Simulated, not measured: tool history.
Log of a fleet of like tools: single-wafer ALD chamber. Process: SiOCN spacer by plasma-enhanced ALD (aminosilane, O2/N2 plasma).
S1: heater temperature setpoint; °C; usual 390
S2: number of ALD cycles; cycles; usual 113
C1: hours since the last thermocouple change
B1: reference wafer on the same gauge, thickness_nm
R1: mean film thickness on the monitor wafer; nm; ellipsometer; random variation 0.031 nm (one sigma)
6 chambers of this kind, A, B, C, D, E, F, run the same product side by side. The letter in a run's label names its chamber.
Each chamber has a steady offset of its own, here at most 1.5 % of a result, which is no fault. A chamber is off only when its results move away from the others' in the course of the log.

run 1A hour=13.0 | S1=390 S2=113 | C1=1209.7 | B1=7.1507 | R1=6.8015
run 2D hour=27.8 | S1=390 S2=113 | C1=1107.1 | B1=7.1557 | R1=6.7440
run 3E hour=41.8 | S1=390 S2=113 | C1=193.2 | B1=7.1529 | R1=6.8610
run 4C hour=51.1 | S1=390 S2=113 | C1=2028.0 | B1=7.1447 | R1=6.8132
run 5B hour=60.8 | S1=390 S2=113 | C1=321.9 | B1=7.1477 | R1=6.7212
run 6F hour=70.7 | S1=390 S2=113 | C1=534.0 | B1=7.1515 | R1=6.8851
run 7F hour=78.7 | S1=390 S2=113 | C1=542.0 | B1=7.1508 | R1=6.8628
run 8A hour=89.8 | S1=390 S2=113 | C1=1286.5 | B1=7.1528 | R1=6.8167
run 9E hour=104.2 | S1=399 S2=113 | C1=255.6 | B1=7.1592 | R1=6.8944
run 10D hour=117.1 | S1=399 S2=113 | C1=1196.4 | B1=7.1455 | R1=6.7857
run 11C hour=128.7 | S1=399 S2=113 | C1=2105.6 | B1=7.1510 | R1=6.8401
run 12B hour=140.1 | S1=399 S2=113 | C1=401.2 | B1=7.1400 | R1=6.7034
run 13A hour=149.5 | S1=399 S2=113 | C1=1346.2 | B1=7.1525 | R1=6.7916
run 14B hour=162.2 | S1=399 S2=113 | C1=423.3 | B1=7.1597 | R1=6.6941
run 15D hour=175.6 | S1=390 S2=127 | C1=1254.9 | B1=7.1541 | R1=7.6275
run 16C hour=182.9 | S1=390 S2=127 | C1=2159.8 | B1=7.1465 | R1=7.6749
run 17F hour=191.9 | S1=390 S2=127 | C1=655.2 | B1=7.1555 | R1=7.7412
run 18E hour=202.2 | S1=390 S2=127 | C1=353.6 | B1=7.1427 | R1=7.8038
run 19A hour=210.8 | S1=390 S2=127 | C1=1407.5 | B1=7.1480 | R1=7.6394
run 20B hour=217.7 | S1=390 S2=127 | C1=478.8 | B1=7.1434 | R1=7.5436
run 21C hour=227.9 | S1=390 S2=113 | C1=2204.8 | B1=7.1482 | R1=6.8314
run 22D hour=240.3 | S1=390 S2=113 | C1=1319.6 | B1=7.1492 | R1=6.7847
run 23E hour=252.8 | S1=377 S2=96 | C1=404.2 | B1=7.1542 | R1=5.8382
run 24F hour=263.5 | S1=377 S2=96 | C1=726.8 | B1=7.1469 | R1=5.8378
run 25A hour=275.3 | S1=377 S2=96 | C1=1472.0 | B1=7.1479 | R1=5.7537
run 26E hour=285.7 | S1=377 S2=96 | C1=437.1 | B1=7.1547 | R1=5.8257
run 27F hour=296.9 | S1=377 S2=96 | C1=760.2 | B1=7.1517 | R1=5.8367
run 28B hour=306.8 | S1=377 S2=96 | C1=567.9 | B1=7.1560 | R1=5.6975
run 29D hour=317.1 | S1=390 S2=113 | C1=1396.4 | B1=7.1533 | R1=6.8128
run 30C hour=325.8 | S1=390 S2=113 | C1=2302.7 | B1=7.1528 | R1=6.8501
run 31D hour=336.0 | S1=390 S2=113 | C1=1415.3 | B1=7.1487 | R1=6.7899
run 32C hour=345.5 | S1=390 S2=113 | C1=2322.4 | B1=7.1426 | R1=6.8594
run 33F hour=360.6 | S1=390 S2=113 | C1=823.9 | B1=7.1505 | R1=6.8809
run 34E hour=371.7 | S1=390 S2=113 | C1=523.1 | B1=7.1443 | R1=6.8692
run 35A hour=386.8 | S1=403 S2=113 | C1=1583.5 | B1=7.1537 | R1=6.7940
run 36B hour=398.0 | S1=403 S2=113 | C1=659.1 | B1=7.1524 | R1=6.7003
run 37A hour=408.8 | S1=403 S2=113 | C1=1605.5 | B1=7.1505 | R1=6.7533
run 38E hour=415.8 | S1=403 S2=113 | C1=567.2 | B1=7.1558 | R1=6.7953
run 39F hour=430.4 | S1=403 S2=113 | C1=893.7 | B1=7.1597 | R1=6.8444
run 40C hour=439.1 | S1=403 S2=113 | C1=2416.0 | B1=7.1568 | R1=6.7928
run 41D hour=453.6 | S1=390 S2=113 | C1=1532.9 | B1=7.1453 | R1=6.8091
run 42B hour=466.0 | S1=390 S2=113 | C1=727.1 | B1=7.1495 | R1=6.6592
run 43A hour=480.0 | S1=390 S2=113 | C1=1676.7 | B1=7.1482 | R1=6.8148
run 44F hour=488.1 | S1=390 S2=113 | C1=951.4 | B1=7.1447 | R1=6.9172

What goes on in this fleet: one chamber off, a drifting gauge, or nothing beyond the chambers' own small offsets? Name the chamber and the cause, if any.

No chamber stands off beyond its own small offset, and the gauge holds steady.
